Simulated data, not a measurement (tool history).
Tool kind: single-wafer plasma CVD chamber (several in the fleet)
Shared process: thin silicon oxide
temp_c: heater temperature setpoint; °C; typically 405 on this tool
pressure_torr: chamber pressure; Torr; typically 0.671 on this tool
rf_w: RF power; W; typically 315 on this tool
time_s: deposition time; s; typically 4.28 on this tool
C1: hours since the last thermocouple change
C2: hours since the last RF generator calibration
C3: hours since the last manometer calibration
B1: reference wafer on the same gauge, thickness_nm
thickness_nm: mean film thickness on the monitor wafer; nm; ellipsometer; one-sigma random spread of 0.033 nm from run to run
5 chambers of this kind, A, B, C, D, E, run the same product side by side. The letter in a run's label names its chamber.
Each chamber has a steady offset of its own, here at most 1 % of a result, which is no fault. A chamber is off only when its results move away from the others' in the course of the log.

{"run": "1E", "hour": 15.4, "temp_c": 405, "pressure_torr": 0.671, "rf_w": 315, "time_s": 4.28, "C1": 1021, "C2": 232.5, "C3": 1137.1, "B1": 6.6668, "thickness_nm": 6.7043}
{"run": "2C", "hour": 30.6, "temp_c": 405, "pressure_torr": 0.671, "rf_w": 315, "time_s": 4.28, "C1": 2431.3, "C2": 2182.9, "C3": 588.8, "B1": 6.656, "thickness_nm": 6.6318}
{"run": "3D", "hour": 38.6, "temp_c": 405, "pressure_torr": 0.671, "rf_w": 315, "time_s": 4.28, "C1": 1844, "C2": 47.7, "C3": 1383.6, "B1": 6.6628, "thickness_nm": 6.7982}
{"run": "4A", "hour": 46.3, "temp_c": 405, "pressure_torr": 0.671, "rf_w": 315, "time_s": 4.28, "C1": 811.1, "C2": 1915.2, "C3": 1466.9, "B1": 6.6609, "thickness_nm": 6.5707}
{"run": "5B", "hour": 53.6, "temp_c": 405, "pressure_torr": 0.671, "rf_w": 315, "time_s": 4.28, "C1": 2636.3, "C2": 837.7, "C3": 910.3, "B1": 6.656, "thickness_nm": 6.668}
{"run": "6B", "hour": 64.8, "temp_c": 405, "pressure_torr": 0.671, "rf_w": 315, "time_s": 4.28, "C1": 2647.5, "C2": 848.9, "C3": 921.5, "B1": 6.6618, "thickness_nm": 6.6679}
{"run": "7C", "hour": 73.3, "temp_c": 405, "pressure_torr": 0.671, "rf_w": 315, "time_s": 4.28, "C1": 2474, "C2": 2225.6, "C3": 631.5, "B1": 6.6555, "thickness_nm": 6.6595}
{"run": "8A", "hour": 81.3, "temp_c": 405, "pressure_torr": 0.615, "rf_w": 315, "time_s": 3.49, "C1": 846.1, "C2": 1950.2, "C3": 1501.9, "B1": 6.6479, "thickness_nm": 4.9266}
{"run": "9D", "hour": 92.4, "temp_c": 405, "pressure_torr": 0.615, "rf_w": 315, "time_s": 3.49, "C1": 1897.8, "C2": 101.5, "C3": 1437.4, "B1": 6.6547, "thickness_nm": 5.0153}
{"hour": 99.2, "done": "chamber C: thermocouple changed; heater temperature recalibrated"}
{"run": "10E", "hour": 107.6, "temp_c": 405, "pressure_torr": 0.615, "rf_w": 315, "time_s": 3.49, "C1": 1113.2, "C2": 324.7, "C3": 1229.3, "B1": 6.6694, "thickness_nm": 4.9749}
{"hour": 107.9, "done": "chamber C: RF generator calibrated"}
{"run": "11D", "hour": 118.3, "temp_c": 405, "pressure_torr": 0.615, "rf_w": 315, "time_s": 3.49, "C1": 1923.7, "C2": 127.4, "C3": 1463.3, "B1": 6.6609, "thickness_nm": 5.0785}
{"run": "12A", "hour": 130.3, "temp_c": 405, "pressure_torr": 0.615, "rf_w": 315, "time_s": 3.49, "C1": 895.1, "C2": 1999.2, "C3": 1550.9, "B1": 6.6557, "thickness_nm": 4.8971}
{"run": "13B", "hour": 144.9, "temp_c": 405, "pressure_torr": 0.671, "rf_w": 315, "time_s": 4.28, "C1": 2727.6, "C2": 929, "C3": 1001.6, "B1": 6.6582, "thickness_nm": 6.7344}
{"run": "14E", "hour": 159.6, "temp_c": 405, "pressure_torr": 0.671, "rf_w": 315, "time_s": 4.28, "C1": 1165.2, "C2": 376.7, "C3": 1281.3, "B1": 6.6614, "thickness_nm": 6.6818}
{"run": "15C", "hour": 168.0, "temp_c": 405, "pressure_torr": 0.671, "rf_w": 360, "time_s": 3.77, "C1": 68.9, "C2": 60.2, "C3": 726.2, "B1": 6.6537, "thickness_nm": 6.1805}
{"run": "16A", "hour": 181.0, "temp_c": 405, "pressure_torr": 0.671, "rf_w": 360, "time_s": 3.77, "C1": 945.8, "C2": 2049.9, "C3": 1601.6, "B1": 6.6536, "thickness_nm": 6.1571}
{"run": "17C", "hour": 188.1, "temp_c": 405, "pressure_torr": 0.671, "rf_w": 360, "time_s": 3.77, "C1": 89, "C2": 80.3, "C3": 746.3, "B1": 6.6585, "thickness_nm": 6.1523}
{"run": "18B", "hour": 199.6, "temp_c": 405, "pressure_torr": 0.671, "rf_w": 360, "time_s": 3.77, "C1": 2782.3, "C2": 983.7, "C3": 1056.3, "B1": 6.6611, "thickness_nm": 6.3112}
{"hour": 210.7, "done": "chamber E: thermocouple changed; heater temperature recalibrated"}
{"run": "19D", "hour": 214.7, "temp_c": 405, "pressure_torr": 0.671, "rf_w": 360, "time_s": 3.77, "C1": 2020.1, "C2": 223.8, "C3": 1559.7, "B1": 6.657, "thickness_nm": 6.2892}
{"run": "20E", "hour": 228.2, "temp_c": 405, "pressure_torr": 0.671, "rf_w": 315, "time_s": 4.28, "C1": 17.5, "C2": 445.3, "C3": 1349.9, "B1": 6.6583, "thickness_nm": 6.7129}
{"run": "21A", "hour": 242.5, "temp_c": 405, "pressure_torr": 0.671, "rf_w": 315, "time_s": 4.28, "C1": 1007.3, "C2": 2111.4, "C3": 1663.1, "B1": 6.6588, "thickness_nm": 6.6596}
{"run": "22D", "hour": 250.2, "temp_c": 405, "pressure_torr": 0.671, "rf_w": 315, "time_s": 4.28, "C1": 2055.6, "C2": 259.3, "C3": 1595.2, "B1": 6.6503, "thickness_nm": 6.7857}
{"run": "23C", "hour": 264.2, "temp_c": 405, "pressure_torr": 0.671, "rf_w": 315, "time_s": 4.28, "C1": 165.1, "C2": 156.4, "C3": 822.4, "B1": 6.6618, "thickness_nm": 6.6697}
{"run": "24E", "hour": 275.4, "temp_c": 405, "pressure_torr": 0.671, "rf_w": 315, "time_s": 4.28, "C1": 64.7, "C2": 492.5, "C3": 1397.1, "B1": 6.6625, "thickness_nm": 6.6376}
{"run": "25B", "hour": 287.8, "temp_c": 405, "pressure_torr": 0.671, "rf_w": 315, "time_s": 4.28, "C1": 2870.5, "C2": 1071.9, "C3": 1144.5, "B1": 6.6595, "thickness_nm": 6.92}
{"run": "26C", "hour": 295.1, "temp_c": 405, "pressure_torr": 0.671, "rf_w": 315, "time_s": 4.28, "C1": 196, "C2": 187.3, "C3": 853.3, "B1": 6.6606, "thickness_nm": 6.6605}
{"run": "27D", "hour": 310.2, "temp_c": 405, "pressure_torr": 0.671, "rf_w": 315, "time_s": 4.28, "C1": 2115.6, "C2": 319.3, "C3": 1655.2, "B1": 6.662, "thickness_nm": 6.7946}
{"hour": 315.9, "done": "chamber C: capacitance manometer re-zeroed and calibrated"}
{"run": "28A", "hour": 319.9, "temp_c": 405, "pressure_torr": 0.671, "rf_w": 315, "time_s": 4.28, "C1": 1084.7, "C2": 2188.8, "C3": 1740.5, "B1": 6.6577, "thickness_nm": 6.6076}
{"run": "29E", "hour": 330.8, "temp_c": 412, "pressure_torr": 0.54, "rf_w": 315, "time_s": 4.28, "C1": 120.1, "C2": 547.9, "C3": 1452.5, "B1": 6.6576, "thickness_nm": 5.2648}
{"run": "30B", "hour": 340.6, "temp_c": 412, "pressure_torr": 0.54, "rf_w": 315, "time_s": 4.28, "C1": 2923.3, "C2": 1124.7, "C3": 1197.3, "B1": 6.662, "thickness_nm": 5.4339}
{"run": "31C", "hour": 354.8, "temp_c": 412, "pressure_torr": 0.54, "rf_w": 315, "time_s": 4.28, "C1": 255.7, "C2": 247, "C3": 39, "B1": 6.66, "thickness_nm": 5.2191}
{"run": "32E", "hour": 364.1, "temp_c": 412, "pressure_torr": 0.54, "rf_w": 315, "time_s": 4.28, "C1": 153.4, "C2": 581.2, "C3": 1485.8, "B1": 6.6484, "thickness_nm": 5.2749}
{"run": "33A", "hour": 374.0, "temp_c": 412, "pressure_torr": 0.54, "rf_w": 315, "time_s": 4.28, "C1": 1138.8, "C2": 2242.9, "C3": 1794.6, "B1": 6.6621, "thickness_nm": 5.1927}
{"run": "34B", "hour": 385.5, "temp_c": 396, "pressure_torr": 0.671, "rf_w": 340, "time_s": 4.28, "C1": 2968.2, "C2": 1169.6, "C3": 1242.2, "B1": 6.66, "thickness_nm": 7.2749}
{"run": "35D", "hour": 400.6, "temp_c": 396, "pressure_torr": 0.671, "rf_w": 340, "time_s": 4.28, "C1": 2206, "C2": 409.7, "C3": 1745.6, "B1": 6.6568, "thickness_nm": 7.0104}
{"run": "36E", "hour": 407.3, "temp_c": 396, "pressure_torr": 0.671, "rf_w": 340, "time_s": 4.28, "C1": 196.6, "C2": 624.4, "C3": 1529, "B1": 6.6597, "thickness_nm": 6.9388}

Read the log: is a single chamber off, either drifting away or since a service, is the gauge that measures every chamber drifting, or is nothing wrong beyond small per-chamber offsets? Name any odd chamber and what most likely caused it.

Little by little, chamber B moves away from the other chambers.
Cause: true pressure above the setpoint (%) = 5.61.

Below are 4 candidate recipes for chamber B's next run, each the usual settings with a change, their results shown as question marks. Which of them brings B's results back in line with what the other chambers give on the usual settings?
A result is in line if it is within this distance of the other chambers' mean on the usual settings: thickness_nm 0.11 nm
{"run": "37B-1", "hour": 418.4, "temp_c": 405, "pressure_torr": 0.684, "rf_w": 315, "time_s": 4.28, "thickness_nm": "?"}
{"run": "37B-2", "hour": 418.4, "temp_c": 405, "pressure_torr": 0.651, "rf_w": 315, "time_s": 4.2, "thickness_nm": "?"}
{"run": "37B-3", "hour": 418.4, "temp_c": 405, "pressure_torr": 0.691, "rf_w": 315, "time_s": 4.36, "thickness_nm": "?"}
{"run": "37B-4", "hour": 418.4, "temp_c": 405, "pressure_torr": 0.662, "rf_w": 315, "time_s": 4.25, "thickness_nm": "?"}

What the other chambers average on the usual settings: thickness_nm 6.6803 nm
run=37B-1 thickness_nm=7.185
run=37B-2 thickness_nm=6.6929
run=37B-3 thickness_nm=7.398
run=37B-4 thickness_nm=6.8932
With 37B-2, the chamber falls back in line with the rest.

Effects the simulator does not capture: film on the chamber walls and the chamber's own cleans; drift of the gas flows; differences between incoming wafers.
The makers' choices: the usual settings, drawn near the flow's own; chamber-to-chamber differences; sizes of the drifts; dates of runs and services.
